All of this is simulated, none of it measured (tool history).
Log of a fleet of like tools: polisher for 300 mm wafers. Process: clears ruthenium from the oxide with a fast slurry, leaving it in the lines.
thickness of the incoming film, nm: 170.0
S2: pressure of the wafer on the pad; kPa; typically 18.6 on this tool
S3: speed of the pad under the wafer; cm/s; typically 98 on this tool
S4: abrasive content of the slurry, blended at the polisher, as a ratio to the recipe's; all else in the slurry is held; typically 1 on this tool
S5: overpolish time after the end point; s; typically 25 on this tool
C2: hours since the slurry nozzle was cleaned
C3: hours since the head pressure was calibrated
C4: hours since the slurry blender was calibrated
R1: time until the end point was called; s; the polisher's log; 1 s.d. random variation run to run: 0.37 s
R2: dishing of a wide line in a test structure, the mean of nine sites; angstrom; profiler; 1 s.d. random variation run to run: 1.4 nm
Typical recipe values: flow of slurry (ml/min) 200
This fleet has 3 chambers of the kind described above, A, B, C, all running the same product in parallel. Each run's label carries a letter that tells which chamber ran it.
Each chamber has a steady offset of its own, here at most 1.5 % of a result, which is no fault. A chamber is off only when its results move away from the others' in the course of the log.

At hour 4.3: chamber A: worn pad replaced by a new one.
At hour 6.7: chamber B: worn pad replaced by a new one.
Run 1C, hour 15.1: usual settings; wafers polished on this pad 951; C2 566.3; C3 552.1; C4 111.9. Result: R1 45.699 s, R2 585.01 angstrom.
At hour 18.2: chamber C: worn pad replaced by a new one.
At hour 21.7: chamber B: slurry blender recalibrated.
Run 2A, hour 22.8: usual settings; wafers polished on this pad 288; C2 301.9; C3 728.7; C4 86.7. Result: R1 44.035 s, R2 608.43 angstrom.
Run 3B, hour 35.7: usual settings; wafers polished on this pad 451; C2 200.8; C3 627.5; C4 14.1. Result: R1 45.497 s, R2 618.63 angstrom.
Run 4C, hour 50: usual settings; wafers polished on this pad 495; C2 601.2; C3 587; C4 146.8. Result: R1 44.789 s, R2 614.08 angstrom.
Run 5B, hour 59.9: usual settings but S3 120 cm/s; wafers polished on this pad 827; C2 225; C3 651.7; C4 38.3. Result: R1 37.225 s, R2 698.5 angstrom.
At hour 60.9: chamber A: worn pad replaced by a new one.
Run 6A, hour 72.2: usual settings but S3 120 cm/s; wafers polished on this pad 175; C2 351.3; C3 778.1; C4 136.1. Result: R1 36.722 s, R2 694.57 angstrom.
At hour 84.4: chamber C: worn pad replaced by a new one.
Run 7B, hour 86.4: usual settings but S3 120 cm/s; wafers polished on this pad 1238; C2 251.5; C3 678.2; C4 64.8. Result: R1 37.528 s, R2 715.21 angstrom.
At hour 92.2: chamber B: head pressure recalibrated.
At hour 94.2: chamber B: slurry nozzle cleaned.
At hour 99.2: chamber B: worn pad replaced by a new one.
Run 8C, hour 100.8: usual settings; wafers polished on this pad 254; C2 652; C3 637.8; C4 197.6. Result: R1 45.549 s, R2 615.6 angstrom.
Run 9A, hour 111.4: usual settings; wafers polished on this pad 784; C2 390.5; C3 817.3; C4 175.3. Result: R1 44.833 s, R2 595.27 angstrom.
At hour 118: chamber A: worn pad replaced by a new one.
Run 10B, hour 120.5: usual settings; wafers polished on this pad 331; C2 26.4; C3 28.4; C4 98.9. Result: R1 41.402 s, R2 668.12 angstrom.
Run 11C, hour 130.6: usual settings; wafers polished on this pad 717; C2 681.8; C3 667.6; C4 227.4. Result: R1 44.203 s, R2 616.74 angstrom.
At hour 132: chamber B: slurry blender recalibrated.
At hour 140.5: chamber A: slurry blender recalibrated.
Run 12A, hour 142.7: usual settings; wafers polished on this pad 384; C2 421.8; C3 848.6; C4 2.2. Result: R1 43.489 s, R2 601.48 angstrom.
Run 13B, hour 158.6: usual settings; wafers polished on this pad 923; C2 64.5; C3 66.5; C4 26.6. Result: R1 41.11 s, R2 654.4 angstrom.
At hour 159.3: chamber C: worn pad replaced by a new one.
Run 14C, hour 170.3: usual settings; wafers polished on this pad 171; C2 721.5; C3 707.3; C4 267.1. Result: R1 44.474 s, R2 588.55 angstrom.
At hour 172: chamber C: slurry nozzle cleaned.
At hour 174.1: chamber A: worn pad replaced by a new one.
At hour 175.1: chamber B: worn pad replaced by a new one.
Run 15A, hour 183.2: usual settings; wafers polished on this pad 142; C2 462.3; C3 889.1; C4 42.7. Result: R1 44.732 s, R2 618.1 angstrom.
Run 16B, hour 192.5: usual settings; wafers polished on this pad 271; C2 98.4; C3 100.4; C4 60.5. Result: R1 41.396 s, R2 670.34 angstrom.
Run 17C, hour 203.1: usual settings; wafers polished on this pad 681; C2 31.2; C3 740.1; C4 299.9. Result: R1 45.51 s, R2 607.62 angstrom.
Run 18A, hour 213.3: usual settings; wafers polished on this pad 609; C2 492.4; C3 919.2; C4 72.8. Result: R1 43.981 s, R2 613.83 angstrom.
At hour 223: chamber A: slurry nozzle cleaned.
Run 19B, hour 223.4: usual settings; wafers polished on this pad 751; C2 129.3; C3 131.3; C4 91.4. Result: R1 41.111 s, R2 680.12 angstrom.
At hour 233: chamber A: worn pad replaced by a new one.
Run 20A, hour 233.8: usual settings; wafers polished on this pad 13; C2 10.8; C3 939.7; C4 93.3. Result: R1 44.436 s, R2 617.05 angstrom.
At hour 240.2: chamber C: worn pad replaced by a new one.
Run 21C, hour 243.4: usual settings; wafers polished on this pad 50; C2 71.5; C3 780.4; C4 340.2. Result: R1 45.005 s, R2 598.67 angstrom.
Run 22A, hour 251.1: usual settings; wafers polished on this pad 282; C2 28.1; C3 957; C4 110.6. Result: R1 44.268 s, R2 618.66 angstrom.
Run 23C, hour 266.2: usual settings; wafers polished on this pad 404; C2 94.3; C3 803.2; C4 363. Result: R1 44.47 s, R2 618.1 angstrom.

The same settings go to every chamber for the next run, one line per chamber below. Forecast the results for each:
Run 24A, hour 277.6: usual settings but S2 15.9 kPa. Result: R1 ?, R2 ?.
Run 24B, hour 277.6: usual settings but S2 15.9 kPa. Result: R1 ?, R2 ?.
Run 24C, hour 277.6: usual settings but S2 15.9 kPa. Result: R1 ?, R2 ?.

run      R1      R2
24A  51.602  552.54
24B  48.194  595.47
24C  52.488  512.13
